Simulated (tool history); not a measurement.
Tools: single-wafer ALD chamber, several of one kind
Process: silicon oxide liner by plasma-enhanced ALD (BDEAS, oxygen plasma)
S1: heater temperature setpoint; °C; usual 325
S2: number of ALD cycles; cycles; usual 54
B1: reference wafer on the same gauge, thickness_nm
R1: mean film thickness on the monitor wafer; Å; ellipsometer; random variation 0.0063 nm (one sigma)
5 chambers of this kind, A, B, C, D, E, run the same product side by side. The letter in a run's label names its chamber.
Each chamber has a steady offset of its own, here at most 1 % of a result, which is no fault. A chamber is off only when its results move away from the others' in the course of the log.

Run 1E, hour 10.9: usual settings; B1 4.2204. Result: R1 47.856 Å.
Run 2D, hour 20.2: usual settings; B1 4.2216. Result: R1 48.141 Å.
Run 3A, hour 29.0: usual settings; B1 4.2210. Result: R1 48.526 Å.
Run 4C, hour 35.4: usual settings; B1 4.2223. Result: R1 48.935 Å.
Run 5B, hour 45.8: usual settings; B1 4.2246. Result: R1 48.515 Å.
Run 6A, hour 56.0: usual settings; B1 4.2227. Result: R1 48.687 Å.
Run 7C, hour 64.8: usual settings; B1 4.2245. Result: R1 48.905 Å.
Run 8B, hour 77.2: usual settings; B1 4.2261. Result: R1 48.710 Å.
Run 9E, hour 86.3: usual settings; B1 4.2255. Result: R1 48.113 Å.
Run 10D, hour 93.5: usual settings; B1 4.2267. Result: R1 48.245 Å.
Run 11C, hour 103.6: usual settings; B1 4.2265. Result: R1 48.934 Å.
Run 12A, hour 115.7: usual settings; B1 4.2284. Result: R1 48.692 Å.
Run 13E, hour 129.0: usual settings but S1 336 °C, S2 64 cycles; B1 4.2282. Result: R1 56.018 Å.
Run 14D, hour 138.6: usual settings but S1 336 °C, S2 64 cycles; B1 4.2292. Result: R1 56.154 Å.
Run 15B, hour 151.3: usual settings but S1 336 °C, S2 64 cycles; B1 4.2312. Result: R1 56.967 Å.
Run 16C, hour 157.6: usual settings but S1 336 °C, S2 64 cycles; B1 4.2301. Result: R1 57.172 Å.
Run 17E, hour 169.7: usual settings but S1 336 °C, S2 64 cycles; B1 4.2310. Result: R1 56.032 Å.
Run 18B, hour 182.6: usual settings; B1 4.2329. Result: R1 48.589 Å.
Run 19D, hour 190.4: usual settings; B1 4.2323. Result: R1 48.313 Å.
Run 20A, hour 199.9: usual settings; B1 4.2337. Result: R1 48.690 Å.
Run 21B, hour 211.1: usual settings; B1 4.2337. Result: R1 48.743 Å.
Run 22D, hour 219.6: usual settings; B1 4.2341. Result: R1 48.334 Å.
Run 23C, hour 227.7: usual settings; B1 4.2368. Result: R1 49.018 Å.
Run 24E, hour 241.1: usual settings; B1 4.2367. Result: R1 48.079 Å.
Run 25A, hour 251.2: usual settings; B1 4.2383. Result: R1 48.699 Å.
Run 26C, hour 261.1: usual settings but S2 58 cycles; B1 4.2364. Result: R1 52.742 Å.
Run 27A, hour 273.7: usual settings but S2 58 cycles; B1 4.2403. Result: R1 52.410 Å.
Run 28E, hour 283.8: usual settings but S2 58 cycles; B1 4.2397. Result: R1 51.704 Å.
Run 29D, hour 290.6: usual settings but S2 58 cycles; B1 4.2384. Result: R1 51.946 Å.
Run 30B, hour 300.1: usual settings but S2 58 cycles; B1 4.2409. Result: R1 52.490 Å.
Run 31D, hour 310.5: usual settings but S2 50 cycles; B1 4.2425. Result: R1 44.709 Å.
Run 32C, hour 316.9: usual settings but S2 50 cycles; B1 4.2416. Result: R1 45.569 Å.

Is one chamber off against the others, does the gauge drift, or is nothing wrong? If a chamber is off, say which, and what the likeliest cause is.

The gauge drifts, so all chambers seem to drift together. No chamber is off.
Cause: gauge reads high (%) = 0.535.
